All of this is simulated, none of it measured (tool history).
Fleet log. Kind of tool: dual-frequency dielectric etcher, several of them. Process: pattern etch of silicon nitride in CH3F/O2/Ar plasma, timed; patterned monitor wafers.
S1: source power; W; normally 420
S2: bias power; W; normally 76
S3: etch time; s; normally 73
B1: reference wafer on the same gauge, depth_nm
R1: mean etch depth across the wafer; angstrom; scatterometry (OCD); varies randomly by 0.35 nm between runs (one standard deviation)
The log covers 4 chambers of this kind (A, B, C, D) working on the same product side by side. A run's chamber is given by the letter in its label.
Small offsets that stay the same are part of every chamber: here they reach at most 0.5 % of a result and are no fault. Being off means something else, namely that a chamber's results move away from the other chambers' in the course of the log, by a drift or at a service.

run,hour,S1,S2,S3,B1,R1
1B,3.7,420,76,73,59.425,524.73
2C,10.9,420,76,73,59.357,534.83
3A,17.8,420,76,73,59.386,530.66
4D,21.4,420,76,73,59.449,534
5D,25.7,420,76,73,59.494,537.78
6C,30.6,420,76,55,59.367,398.52
7B,35.1,420,76,55,59.392,395.1
8A,38.9,420,76,55,59.434,402.87
9B,42.3,420,76,55,59.452,400.07
10A,49.4,420,76,73,59.358,531.15
11D,54.1,420,76,73,59.517,534.13
12C,58.3,420,91,87,59.367,660.23
13B,65.7,420,91,87,59.424,673.18
14A,70.4,420,91,87,59.334,670.23
15C,76.1,420,91,87,59.439,664
16D,83.6,420,76,73,59.345,529.29
17A,87.2,420,76,73,59.455,533.07
18C,94.3,420,76,73,59.461,521.56
19D,99.2,420,76,73,59.488,530.95
20B,105.3,420,76,73,59.403,532.66
21D,109.6,380,93,73,59.451,549.42
22B,115.6,380,93,73,59.36,550.61
23C,123.1,380,93,73,59.403,531.36
24A,128.4,380,93,73,59.402,556.88
# hour 132.4: chamber C: bias power generator calibrated
25A,132.9,420,60,66,59.431,442.36
26D,139.3,420,60,66,59.366,445.59
27B,144,420,60,66,59.47,448.67
28C,147.7,420,60,66,59.39,428.15
29D,154.6,420,76,73,59.462,534.4
30A,161.1,420,76,73,59.464,526.96
31C,167,420,76,73,59.49,514.7
32B,171.1,420,76,73,59.39,532.75
33A,175.5,420,76,73,59.386,525.66
34B,181.3,420,76,73,59.411,530.98
35D,185.3,420,76,73,59.355,534.02
36C,191.1,420,76,73,59.446,512.35
37C,197.8,420,76,73,59.398,506.88
38A,204.6,420,76,73,59.385,528.23
39B,210.2,420,76,73,59.403,534.79
40D,217.1,350,76,73,59.318,495.33
41C,221.4,350,76,73,59.462,472.57
42A,226.1,350,76,73,59.439,492.94
43D,232.1,350,76,73,59.362,496.41

All 4 chambers run these settings next. Forecast each chamber's results:
44A,237.7,420,76,73,,?
44B,237.7,420,76,73,,?
44C,237.7,420,76,73,,?
44D,237.7,420,76,73,,?

run,R1
44A,534.38
44B,526.71
44C,506.54
44D,537.24
